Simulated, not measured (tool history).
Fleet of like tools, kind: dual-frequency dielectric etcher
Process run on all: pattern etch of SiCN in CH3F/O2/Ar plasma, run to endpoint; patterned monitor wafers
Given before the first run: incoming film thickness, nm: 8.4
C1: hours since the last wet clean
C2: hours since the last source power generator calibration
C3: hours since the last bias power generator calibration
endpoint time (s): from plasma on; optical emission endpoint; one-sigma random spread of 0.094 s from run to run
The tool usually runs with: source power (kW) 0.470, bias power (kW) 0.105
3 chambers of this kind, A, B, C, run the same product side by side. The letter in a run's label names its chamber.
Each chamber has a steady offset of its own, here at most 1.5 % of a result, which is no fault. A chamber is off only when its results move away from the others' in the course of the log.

run 1C day=0.279 | source_power_(kW)=0.470 bias_power_(kW)=0.105 | C1=451.1 C2=1175.3 C3=3450.3 | endpoint_time_(s)=18.344
run 2A day=0.658 | source_power_(kW)=0.470 bias_power_(kW)=0.105 | C1=56.2 C2=3372.2 C3=3967.5 | endpoint_time_(s)=18.647
run 3B day=1.042 | source_power_(kW)=0.470 bias_power_(kW)=0.105 | C1=339.9 C2=1146.2 C3=352.3 | endpoint_time_(s)=18.669
run 4A day=1.296 | source_power_(kW)=0.470 bias_power_(kW)=0.105 | C1=71.5 C2=3387.5 C3=3982.8 | endpoint_time_(s)=18.656
run 5B day=1.650 | source_power_(kW)=0.470 bias_power_(kW)=0.105 | C1=354.5 C2=1160.8 C3=366.9 | endpoint_time_(s)=18.442
run 6C day=1.925 | source_power_(kW)=0.470 bias_power_(kW)=0.105 | C1=490.6 C2=1214.8 C3=3489.8 | endpoint_time_(s)=18.356
run 7A day=2.125 | source_power_(kW)=0.470 bias_power_(kW)=0.105 | C1=91.4 C2=3407.4 C3=4002.7 | endpoint_time_(s)=18.609
run 8B day=2.354 | source_power_(kW)=0.470 bias_power_(kW)=0.105 | C1=371.4 C2=1177.7 C3=383.8 | endpoint_time_(s)=18.703
run 9C day=2.775 | source_power_(kW)=0.470 bias_power_(kW)=0.105 | C1=511.0 C2=1235.2 C3=3510.2 | endpoint_time_(s)=18.351
-- day=3.017 chamber A: bias power generator calibrated
run 10B day=3.112 | source_power_(kW)=0.470 bias_power_(kW)=0.105 | C1=389.6 C2=1195.9 C3=402.0 | endpoint_time_(s)=18.684
run 11A day=3.504 | source_power_(kW)=0.470 bias_power_(kW)=0.105 | C1=124.5 C2=3440.5 C3=11.7 | endpoint_time_(s)=18.432
run 12C day=3.942 | source_power_(kW)=0.470 bias_power_(kW)=0.105 | C1=539.0 C2=1263.2 C3=3538.2 | endpoint_time_(s)=18.236
run 13A day=4.188 | source_power_(kW)=0.470 bias_power_(kW)=0.105 | C1=140.9 C2=3456.9 C3=28.1 | endpoint_time_(s)=18.581
run 14C day=4.529 | source_power_(kW)=0.470 bias_power_(kW)=0.105 | C1=553.1 C2=1277.3 C3=3552.3 | endpoint_time_(s)=18.351
-- day=4.633 chamber B: wet clean of the chamber
run 15B day=4.925 | source_power_(kW)=0.470 bias_power_(kW)=0.105 | C1=7.0 C2=1239.4 C3=445.5 | endpoint_time_(s)=18.735
-- day=4.967 chamber C: wet clean of the chamber
run 16B day=5.329 | source_power_(kW)=0.470 bias_power_(kW)=0.105 | C1=16.7 C2=1249.1 C3=455.2 | endpoint_time_(s)=18.644
run 17C day=5.596 | source_power_(kW)=0.470 bias_power_(kW)=0.105 | C1=15.1 C2=1302.9 C3=3577.9 | endpoint_time_(s)=17.508
run 18A day=6.025 | source_power_(kW)=0.360 bias_power_(kW)=0.105 | C1=185.0 C2=3501.0 C3=72.2 | endpoint_time_(s)=20.417
run 19A day=6.462 | source_power_(kW)=0.360 bias_power_(kW)=0.105 | C1=195.5 C2=3511.5 C3=82.7 | endpoint_time_(s)=20.478
run 20B day=6.692 | source_power_(kW)=0.360 bias_power_(kW)=0.105 | C1=49.4 C2=1281.8 C3=487.9 | endpoint_time_(s)=20.514
run 21C day=7.083 | source_power_(kW)=0.470 bias_power_(kW)=0.105 | C1=50.8 C2=1338.6 C3=3613.6 | endpoint_time_(s)=17.506
run 22B day=7.288 | source_power_(kW)=0.470 bias_power_(kW)=0.105 | C1=63.7 C2=1296.1 C3=502.2 | endpoint_time_(s)=18.771
run 23A day=7.712 | source_power_(kW)=0.470 bias_power_(kW)=0.105 | C1=225.5 C2=3541.5 C3=112.7 | endpoint_time_(s)=18.621
run 24C day=8.112 | source_power_(kW)=0.470 bias_power_(kW)=0.105 | C1=75.5 C2=1363.3 C3=3638.3 | endpoint_time_(s)=17.531
run 25B day=8.396 | source_power_(kW)=0.470 bias_power_(kW)=0.105 | C1=90.3 C2=1322.7 C3=528.8 | endpoint_time_(s)=18.570
run 26C day=8.712 | source_power_(kW)=0.470 bias_power_(kW)=0.105 | C1=89.9 C2=1377.7 C3=3652.7 | endpoint_time_(s)=17.544
run 27A day=9.050 | source_power_(kW)=0.470 bias_power_(kW)=0.105 | C1=257.6 C2=3573.6 C3=144.8 | endpoint_time_(s)=18.738
run 28A day=9.283 | source_power_(kW)=0.470 bias_power_(kW)=0.105 | C1=263.2 C2=3579.2 C3=150.4 | endpoint_time_(s)=18.639
run 29C day=9.542 | source_power_(kW)=0.470 bias_power_(kW)=0.105 | C1=109.8 C2=1397.6 C3=3672.6 | endpoint_time_(s)=17.610

Next, all 3 chambers run the settings below, one line each with question marks for the results. What does each chamber give?
run 30A day=9.867 | source_power_(kW)=0.360 bias_power_(kW)=0.105 | endpoint_time_(s)=?
run 30B day=9.867 | source_power_(kW)=0.360 bias_power_(kW)=0.105 | endpoint_time_(s)=?
run 30C day=9.867 | source_power_(kW)=0.360 bias_power_(kW)=0.105 | endpoint_time_(s)=?

run=30A endpoint_time_(s)=20.498
run=30B endpoint_time_(s)=20.499
run=30C endpoint_time_(s)=19.343
